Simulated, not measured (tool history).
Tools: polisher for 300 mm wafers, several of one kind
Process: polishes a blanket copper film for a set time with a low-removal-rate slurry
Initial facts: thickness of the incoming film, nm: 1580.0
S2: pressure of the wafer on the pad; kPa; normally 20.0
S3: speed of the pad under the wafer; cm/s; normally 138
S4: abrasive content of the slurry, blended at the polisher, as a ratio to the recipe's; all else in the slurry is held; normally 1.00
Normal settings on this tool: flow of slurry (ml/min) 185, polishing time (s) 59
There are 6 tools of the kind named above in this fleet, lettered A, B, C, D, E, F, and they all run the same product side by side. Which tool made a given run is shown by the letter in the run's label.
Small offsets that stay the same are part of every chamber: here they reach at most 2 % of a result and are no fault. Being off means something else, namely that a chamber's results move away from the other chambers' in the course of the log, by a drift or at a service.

Run 1F, hour 5.9: usual settings. Result: film removed (nm) 267.05.
At hour 9.5: chamber A: worn pad replaced by a new one.
Run 2B, hour 14.2: usual settings. Result: film removed (nm) 267.01.
Run 3C, hour 21.2: usual settings. Result: film removed (nm) 265.22.
At hour 26.8: chamber A: slurry nozzle cleaned.
Run 4A, hour 27.8: usual settings. Result: film removed (nm) 260.55.
At hour 34.5: chamber D: head pressure recalibrated.
Run 5D, hour 37.7: usual settings. Result: film removed (nm) 263.51.
At hour 39.0: chamber D: worn pad replaced by a new one.
At hour 44.4: chamber B: slurry nozzle cleaned.
Run 6E, hour 48.4: usual settings. Result: film removed (nm) 267.31.
Run 7A, hour 57.3: usual settings. Result: film removed (nm) 261.01.
At hour 59.1: chamber C: slurry blender recalibrated.
At hour 61.4: chamber D: slurry blender recalibrated.
Run 8E, hour 68.5: usual settings. Result: film removed (nm) 268.41.
At hour 72.4: chamber E: slurry blender recalibrated.
At hour 75.1: chamber F: slurry blender recalibrated.
At hour 76.5: chamber E: worn pad replaced by a new one.
At hour 79.0: chamber A: worn pad replaced by a new one.
At hour 79.7: chamber B: worn pad replaced by a new one.
Run 9B, hour 81.6: usual settings. Result: film removed (nm) 265.18.
At hour 85.5: chamber F: worn pad replaced by a new one.
At hour 92.1: chamber B: slurry blender recalibrated.
Run 10F, hour 93.2: usual settings. Result: film removed (nm) 268.44.
At hour 94.1: chamber C: worn pad replaced by a new one.
Run 11C, hour 106.9: usual settings. Result: film removed (nm) 265.77.
At hour 114.4: chamber D: slurry nozzle cleaned.
Run 12D, hour 116.0: usual settings. Result: film removed (nm) 266.59.
Run 13F, hour 126.7: usual settings. Result: film removed (nm) 268.17.
Run 14D, hour 136.0: usual settings. Result: film removed (nm) 268.51.
Run 15A, hour 143.5: usual settings. Result: film removed (nm) 260.90.
At hour 147.8: chamber A: worn pad replaced by a new one.
Run 16E, hour 156.0: usual settings. Result: film removed (nm) 266.53.
At hour 160.2: chamber C: head pressure recalibrated.
Run 17C, hour 164.3: usual settings but flow of slurry (ml/min) 140. Result: film removed (nm) 236.26.
At hour 171.5: chamber B: worn pad replaced by a new one.
At hour 172.1: chamber F: worn pad replaced by a new one.
Run 18B, hour 174.2: usual settings but flow of slurry (ml/min) 140. Result: film removed (nm) 254.71.
Run 19B, hour 181.5: usual settings but flow of slurry (ml/min) 140. Result: film removed (nm) 254.45.
Run 20C, hour 188.4: usual settings but flow of slurry (ml/min) 140. Result: film removed (nm) 236.59.
At hour 190.7: chamber E: worn pad replaced by a new one.
Run 21D, hour 196.1: usual settings but flow of slurry (ml/min) 140. Result: film removed (nm) 251.95.
At hour 197.2: chamber D: slurry blender recalibrated.
Run 22E, hour 206.1: usual settings but flow of slurry (ml/min) 140. Result: film removed (nm) 255.28.
At hour 211.6: chamber C: worn pad replaced by a new one.
At hour 211.8: chamber D: worn pad replaced by a new one.
Run 23A, hour 214.8: usual settings but polishing time (s) 77. Result: film removed (nm) 341.80.
At hour 217.2: chamber A: worn pad replaced by a new one.
At hour 222.6: chamber F: head pressure recalibrated.
Run 24F, hour 224.5: usual settings but polishing time (s) 77. Result: film removed (nm) 350.59.
At hour 237.0: chamber E: slurry nozzle cleaned.
Run 25E, hour 237.4: usual settings but polishing time (s) 77. Result: film removed (nm) 349.00.
At hour 244.8: chamber B: worn pad replaced by a new one.
At hour 244.9: chamber A: slurry blender recalibrated.
Run 26C, hour 250.7: usual settings but polishing time (s) 77. Result: film removed (nm) 324.49.
At hour 258.5: chamber F: worn pad replaced by a new one.
At hour 259.8: chamber A: head pressure recalibrated.
Run 27D, hour 261.4: usual settings but polishing time (s) 77. Result: film removed (nm) 345.53.
Run 28A, hour 270.4: usual settings but polishing time (s) 77. Result: film removed (nm) 344.38.
At hour 276.4: chamber F: slurry blender recalibrated.
Run 29B, hour 278.4: usual settings. Result: film removed (nm) 264.08.
At hour 284.1: chamber E: head pressure recalibrated.
Run 30F, hour 289.5: usual settings. Result: film removed (nm) 265.01.
At hour 291.4: chamber A: worn pad replaced by a new one.
Run 31C, hour 303.1: usual settings. Result: film removed (nm) 247.91.
Run 32F, hour 311.0: usual settings. Result: film removed (nm) 268.38.
Run 33A, hour 317.4: usual settings. Result: film removed (nm) 261.40.
At hour 320.6: chamber D: slurry blender recalibrated.
At hour 321.2: chamber E: worn pad replaced by a new one.
At hour 323.4: chamber B: worn pad replaced by a new one.
Run 34E, hour 327.3: usual settings. Result: film removed (nm) 267.21.
At hour 332.3: chamber C: worn pad replaced by a new one.
Run 35B, hour 333.8: usual settings. Result: film removed (nm) 267.60.
At hour 335.2: chamber A: slurry nozzle cleaned.
Run 36D, hour 345.4: usual settings. Result: film removed (nm) 268.03.
Run 37D, hour 358.7: usual settings. Result: film removed (nm) 263.64.
Run 38B, hour 366.5: usual settings. Result: film removed (nm) 263.43.
At hour 370.8: chamber A: worn pad replaced by a new one.
Run 39E, hour 377.8: usual settings. Result: film removed (nm) 268.38.
At hour 384.5: chamber C: slurry blender recalibrated.
Run 40A, hour 389.1: usual settings. Result: film removed (nm) 263.50.
Run 41C, hour 402.0: usual settings but S2 17.2 kPa, polishing time (s) 65. Result: film removed (nm) 235.68.

Does one chamber stand apart from the rest, does the shared gauge drift, or is all well apart from small per-chamber offsets? Give the chamber and the most likely cause, where there is one.

A service left chamber C off against the others.
Likeliest cause: head's pressure below its setpoint, % = 5.81.

Here are 4 candidates for chamber C's next run, each the usual settings with a change, their results left as question marks. Which one brings its results back in line with what the others give on the usual settings?
In-line tolerance around the mean of the other chambers on the usual settings: film removed (nm) 6.00
Run 42C-1, hour 411.8: usual settings but S2 20.7 kPa, S3 140 cm/s, polishing time (s) 60. Result: film removed (nm) ?.
Run 42C-2, hour 411.8: usual settings but flow of slurry (ml/min) 175, S4 0.95. Result: film removed (nm) ?.
Run 42C-3, hour 411.8: usual settings but S3 130 cm/s. Result: film removed (nm) ?.
Run 42C-4, hour 411.8: usual settings but polishing time (s) 60. Result: film removed (nm) ?.

What the other chambers average on the usual settings: film removed (nm) 265.58
  run  film removed (nm)
42C-1             264.47
42C-2             242.80
42C-3             233.45
42C-4             251.92
42C-1 puts the chamber back in line with the other chambers.
